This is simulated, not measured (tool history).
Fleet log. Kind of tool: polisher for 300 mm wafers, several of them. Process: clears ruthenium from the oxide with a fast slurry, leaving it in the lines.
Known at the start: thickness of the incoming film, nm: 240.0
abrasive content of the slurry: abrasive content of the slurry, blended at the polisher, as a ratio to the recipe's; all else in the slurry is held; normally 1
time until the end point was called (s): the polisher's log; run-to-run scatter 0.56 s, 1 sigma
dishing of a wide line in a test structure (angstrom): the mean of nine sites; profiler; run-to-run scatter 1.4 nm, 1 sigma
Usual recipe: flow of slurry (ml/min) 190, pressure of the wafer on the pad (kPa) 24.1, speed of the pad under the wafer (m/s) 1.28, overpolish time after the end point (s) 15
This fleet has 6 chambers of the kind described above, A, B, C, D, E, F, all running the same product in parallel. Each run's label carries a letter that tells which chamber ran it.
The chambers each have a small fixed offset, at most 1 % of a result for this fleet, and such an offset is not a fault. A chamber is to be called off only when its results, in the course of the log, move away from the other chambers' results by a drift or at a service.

| run | hour | flow of slurry (ml/min) | pressure of the wafer on the pad (kPa) | speed of the pad under the wafer (m/s) | abrasive content of the slurry | overpolish time after the end point (s) | time until the end point was called (s) | dishing of a wide line in a test structure (angstrom) |
|---|---|---|---|---|---|---|---|---|
|  | 0.5 | chamber B: head pressure recalibrated |
|  | 3.2 | chamber C: slurry blender recalibrated |
| 1B | 4.8 | 190 | 24.1 | 1.28 | 1 | 15 | 33.616 | 680.97 |
| 2D | 9 | 190 | 24.1 | 1.28 | 1 | 15 | 34.043 | 666.27 |
| 3A | 14.5 | 190 | 24.1 | 1.28 | 1 | 15 | 35.681 | 668.58 |
| 4F | 20 | 190 | 24.1 | 1.28 | 1 | 15 | 34.827 | 660.04 |
| 5E | 24.2 | 190 | 24.1 | 1.28 | 1 | 15 | 34.658 | 674.38 |
| 6C | 30 | 190 | 24.1 | 1.28 | 1 | 15 | 34.353 | 666.28 |
| 7D | 32.6 | 190 | 24.1 | 1.28 | 1 | 15 | 34.744 | 678.76 |
|  | 33.9 | chamber E: worn pad replaced by a new one |
| 8A | 36.9 | 190 | 24.1 | 1.28 | 1 | 15 | 34.389 | 678.27 |
| 9C | 40.7 | 190 | 26.9 | 1.46 | 1 | 15 | 27.372 | 779.77 |
| 10B | 46.6 | 190 | 26.9 | 1.46 | 1 | 15 | 27.474 | 786.5 |
|  | 46.8 | chamber F: slurry blender recalibrated |
| 11E | 51.4 | 190 | 26.9 | 1.46 | 1 | 15 | 28.61 | 782.31 |
| 12F | 54.5 | 190 | 26.9 | 1.46 | 1 | 15 | 27.022 | 755.51 |
|  | 55.2 | chamber B: worn pad replaced by a new one |
|  | 55.9 | chamber D: worn pad replaced by a new one |
|  | 56 | chamber A: worn pad replaced by a new one |
| 13D | 59.5 | 190 | 26.9 | 1.46 | 1 | 15 | 26.9 | 774.89 |
| 14F | 65.1 | 190 | 26.9 | 1.46 | 1 | 15 | 27.145 | 807.77 |
| 15A | 71.1 | 190 | 24.1 | 1.28 | 1 | 15 | 36.027 | 685.1 |
|  | 73.4 | chamber A: head pressure recalibrated |
| 16C | 75.2 | 190 | 24.1 | 1.28 | 1 | 15 | 34.215 | 674.82 |
| 17B | 80 | 190 | 24.1 | 1.28 | 1 | 15 | 34.825 | 664.21 |
|  | 82 | chamber E: slurry nozzle cleaned |
| 18E | 84 | 190 | 24.1 | 1.28 | 1 | 15 | 35.74 | 669.96 |
| 19F | 88.8 | 190 | 24.1 | 1.28 | 1 | 15 | 34.656 | 666.27 |
|  | 90.2 | chamber C: worn pad replaced by a new one |
| 20E | 94.3 | 190 | 24.1 | 1.28 | 1 | 15 | 35.725 | 669.45 |
| 21C | 97 | 190 | 24.1 | 1.28 | 1 | 15 | 34.738 | 670.27 |
| 22A | 101.9 | 190 | 24.1 | 1.28 | 1 | 15 | 35.152 | 663.22 |
| 23D | 107.8 | 190 | 24.1 | 1.28 | 1 | 15 | 34.856 | 663.8 |
|  | 109.7 | chamber F: worn pad replaced by a new one |
|  | 110.8 | chamber A: worn pad replaced by a new one |
| 24B | 111.7 | 190 | 24.1 | 1.28 | 1 | 15 | 34.062 | 683.25 |
| 25B | 117.2 | 190 | 24.1 | 1.28 | 1 | 15 | 35.188 | 670.94 |
| 26E | 120 | 190 | 24.1 | 1.28 | 1 | 15 | 34.769 | 676.66 |
|  | 122.6 | chamber C: slurry blender recalibrated |
| 27A | 125.4 | 190 | 26.9 | 1.28 | 1 | 19 | 31.136 | 822.08 |
| 28D | 128.9 | 190 | 26.9 | 1.28 | 1 | 19 | 31.748 | 819.1 |
|  | 131.3 | chamber D: slurry blender recalibrated |
| 29F | 131.7 | 190 | 26.9 | 1.28 | 1 | 19 | 31.613 | 785.28 |
| 30C | 136.6 | 190 | 26.9 | 1.28 | 1 | 19 | 30.965 | 852.91 |
|  | 140.1 | chamber A: slurry blender recalibrated |
|  | 141.9 | chamber E: worn pad replaced by a new one |
|  | 142.1 | chamber D: slurry nozzle cleaned |
| 31F | 142.1 | 190 | 26.9 | 1.28 | 1 | 19 | 31.268 | 839.96 |
|  | 145.5 | chamber D: worn pad replaced by a new one |
| 32A | 145.8 | 190 | 26.9 | 1.28 | 1 | 19 | 31.078 | 858.63 |
| 33B | 149.7 | 190 | 24.1 | 1.28 | 1 | 15 | 35.205 | 678.22 |
| 34D | 154.7 | 190 | 24.1 | 1.28 | 1 | 15 | 33.699 | 650.89 |
| 35E | 160 | 190 | 24.1 | 1.28 | 1 | 15 | 35.855 | 662.4 |
| 36C | 162.6 | 190 | 24.1 | 1.28 | 1 | 15 | 34.282 | 661.22 |

Next, all 6 chambers run the settings below, one line each with question marks for the results. What does each chamber give?
| 37A | 166.9 | 190 | 24.1 | 1.28 | 1 | 15 | ? | ? |
| 37B | 166.9 | 190 | 24.1 | 1.28 | 1 | 15 | ? | ? |
| 37C | 166.9 | 190 | 24.1 | 1.28 | 1 | 15 | ? | ? |
| 37D | 166.9 | 190 | 24.1 | 1.28 | 1 | 15 | ? | ? |
| 37E | 166.9 | 190 | 24.1 | 1.28 | 1 | 15 | ? | ? |
| 37F | 166.9 | 190 | 24.1 | 1.28 | 1 | 15 | ? | ? |

| run | time until the end point was called (s) | dishing of a wide line in a test structure (angstrom) |
|---|---|---|
| 37A | 34.918 | 664.65 |
| 37B | 34.685 | 674.5 |
| 37C | 35.307 | 667.61 |
| 37D | 34.491 | 663.35 |
| 37E | 35.766 | 650.89 |
| 37F | 35.416 | 655.73 |

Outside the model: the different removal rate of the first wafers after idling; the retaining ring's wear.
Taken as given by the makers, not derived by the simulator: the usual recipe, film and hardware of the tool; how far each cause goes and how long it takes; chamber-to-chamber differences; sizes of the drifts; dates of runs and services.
